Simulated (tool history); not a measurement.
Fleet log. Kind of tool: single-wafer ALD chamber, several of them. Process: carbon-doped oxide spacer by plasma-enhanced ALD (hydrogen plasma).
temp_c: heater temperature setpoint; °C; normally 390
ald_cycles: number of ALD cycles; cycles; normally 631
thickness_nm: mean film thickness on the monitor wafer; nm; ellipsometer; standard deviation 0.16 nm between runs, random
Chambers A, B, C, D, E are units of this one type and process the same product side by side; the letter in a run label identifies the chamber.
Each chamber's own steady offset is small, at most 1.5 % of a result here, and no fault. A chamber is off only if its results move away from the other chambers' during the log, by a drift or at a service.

run,hour,temp_c,ald_cycles,hours since the last thermocouple change,"read-back reference wafer on the same gauge, thickness_nm",thickness_nm
1E,4.7,390,631,1289.7,29.397,31.072
2C,7.9,390,631,387.5,29.394,31.339
3D,12.6,390,631,1123.4,29.417,31.619
4B,16.3,390,631,350.7,29.371,31.618
5A,21.0,390,631,1156.7,29.404,31.445
6B,24.6,390,631,359.0,29.362,31.260
7E,28.6,390,631,1313.6,29.364,30.750
8A,30.9,390,631,1166.6,29.417,31.904
9D,35.1,378,753,1145.9,29.410,37.316
10C,39.9,378,753,419.5,29.384,37.571
11D,43.1,378,753,1153.9,29.432,37.729
12E,48.1,378,753,1333.1,29.444,37.451
13B,52.0,378,753,386.4,29.419,37.798
14C,55.0,390,631,434.6,29.359,31.462
15A,58.2,390,631,1193.9,29.392,31.482
16A,61.1,390,631,1196.8,29.409,31.794
17C,65.2,402,552,444.8,29.381,27.521
18D,68.8,402,552,1179.6,29.441,27.385
19B,71.9,402,552,406.3,29.358,27.359
20E,76.2,402,552,1361.2,29.377,27.093
21E,80.0,402,552,1365.0,29.413,27.284
22C,83.0,390,631,462.6,29.406,31.293
23B,85.8,390,631,420.2,29.393,31.509
24A,88.8,390,631,1224.5,29.408,31.729
25D,92.2,390,631,1203.0,29.381,31.420
26E,97.4,390,631,1382.4,29.412,31.487
27A,99.8,390,631,1235.5,29.383,31.716
28D,103.4,390,631,1214.2,29.379,31.621
29C,106.9,390,631,486.5,29.397,31.568
30B,111.5,390,631,445.9,29.377,31.586
31E,115.4,390,631,1400.4,29.406,31.263
32C,118.7,390,631,498.3,29.359,31.411
33A,122.3,395,631,1258.0,29.397,31.611

Is one chamber out of step, is the gauge drifting, or do the chambers differ by no more than their own small offsets? For an off chamber, give its letter and the likeliest cause.

All chambers stay in line apart from their small fixed offsets, and the gauge does not drift.
